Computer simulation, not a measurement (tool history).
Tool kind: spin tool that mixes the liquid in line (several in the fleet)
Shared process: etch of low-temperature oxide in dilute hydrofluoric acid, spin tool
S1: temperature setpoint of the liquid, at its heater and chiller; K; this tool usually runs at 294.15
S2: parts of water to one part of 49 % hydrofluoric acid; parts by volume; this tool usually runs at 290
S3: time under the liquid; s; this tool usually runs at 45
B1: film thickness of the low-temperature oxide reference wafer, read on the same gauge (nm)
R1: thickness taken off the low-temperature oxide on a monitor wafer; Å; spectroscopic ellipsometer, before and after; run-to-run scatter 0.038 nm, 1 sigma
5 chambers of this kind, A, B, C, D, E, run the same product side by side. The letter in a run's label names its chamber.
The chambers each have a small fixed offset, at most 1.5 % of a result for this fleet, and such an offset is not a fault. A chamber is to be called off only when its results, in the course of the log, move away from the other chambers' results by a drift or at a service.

Run 1C, day 0.338: usual settings; B1 40.025. Result: R1 39.406 Å.
Run 2D, day 0.554: usual settings; B1 39.973. Result: R1 40.634 Å.
Run 3A, day 0.9: usual settings; B1 40.022. Result: R1 40.691 Å.
Run 4E, day 1.096: usual settings; B1 40.002. Result: R1 39.377 Å.
Run 5B, day 1.267: usual settings; B1 40.02. Result: R1 39.874 Å.
Run 6D, day 1.533: usual settings but S1 290.15 K, S3 30 s; B1 39.978. Result: R1 23.089 Å.
Run 7E, day 1.696: usual settings but S1 290.15 K, S3 30 s; B1 39.999. Result: R1 22.984 Å.
At day 1.867: chamber A: thermometer replaced.
Run 8B, day 1.892: usual settings but S1 290.15 K, S3 30 s; B1 40.031. Result: R1 22.658 Å.
Run 9A, day 2.167: usual settings but S1 290.15 K, S3 30 s; B1 39.982. Result: R1 23.302 Å.
Run 10C, day 2.362: usual settings but S1 290.15 K, S3 30 s; B1 39.991. Result: R1 22.853 Å.
Run 11A, day 2.696: usual settings; B1 39.989. Result: R1 40.799 Å.
Run 12E, day 2.938: usual settings; B1 39.997. Result: R1 39.095 Å.
Run 13D, day 3.279: usual settings; B1 39.988. Result: R1 38.95 Å.
Run 14B, day 3.55: usual settings; B1 39.97. Result: R1 39.138 Å.
Run 15C, day 3.738: usual settings; B1 39.966. Result: R1 39.507 Å.
Run 16D, day 3.958: usual settings; B1 40.007. Result: R1 39.427 Å.
Run 17E, day 4.208: usual settings; B1 39.964. Result: R1 39.007 Å.
Run 18C, day 4.375: usual settings; B1 39.976. Result: R1 40.156 Å.
Run 19B, day 4.704: usual settings; B1 40.004. Result: R1 40.13 Å.
Run 20A, day 5.05: usual settings; B1 40.016. Result: R1 40.992 Å.
Run 21E, day 5.312: usual settings; B1 39.988. Result: R1 40.501 Å.
Run 22C, day 5.604: usual settings; B1 39.98. Result: R1 39.493 Å.
Run 23D, day 5.779: usual settings but S2 390 parts by volume, S3 55 s; B1 39.981. Result: R1 32.444 Å.
Run 24A, day 5.979: usual settings but S2 390 parts by volume, S3 55 s; B1 39.973. Result: R1 33.75 Å.
Run 25B, day 6.258: usual settings but S2 390 parts by volume, S3 55 s; B1 39.991. Result: R1 33.043 Å.
Run 26E, day 6.529: usual settings but S2 390 parts by volume, S3 55 s; B1 39.978. Result: R1 32.72 Å.
Run 27B, day 6.875: usual settings but S2 390 parts by volume, S3 55 s; B1 40.014. Result: R1 33.095 Å.
Run 28C, day 7.142: usual settings; B1 40.005. Result: R1 40.5 Å.
Run 29A, day 7.338: usual settings; B1 39.977. Result: R1 40.763 Å.
Run 30D, day 7.562: usual settings; B1 40.01. Result: R1 37.049 Å.
Run 31D, day 7.883: usual settings; B1 40.017. Result: R1 37.275 Å.
Run 32B, day 8.112: usual settings; B1 40.024. Result: R1 40.022 Å.
Run 33C, day 8.367: usual settings; B1 39.958. Result: R1 39.597 Å.
Run 34A, day 8.679: usual settings; B1 40.011. Result: R1 41.101 Å.
Run 35E, day 8.892: usual settings; B1 39.971. Result: R1 40.205 Å.

Predict what each chamber gives when all 5 of them run the settings below next.
Run 36A, day 9.138: usual settings but S2 195 parts by volume. Result: R1 ?.
Run 36B, day 9.138: usual settings but S2 195 parts by volume. Result: R1 ?.
Run 36C, day 9.138: usual settings but S2 195 parts by volume. Result: R1 ?.
Run 36D, day 9.138: usual settings but S2 195 parts by volume. Result: R1 ?.
Run 36E, day 9.138: usual settings but S2 195 parts by volume. Result: R1 ?.

run      R1
36A  65.839
36B  64.129
36C  65.192
36D  59.047
36E  64.777
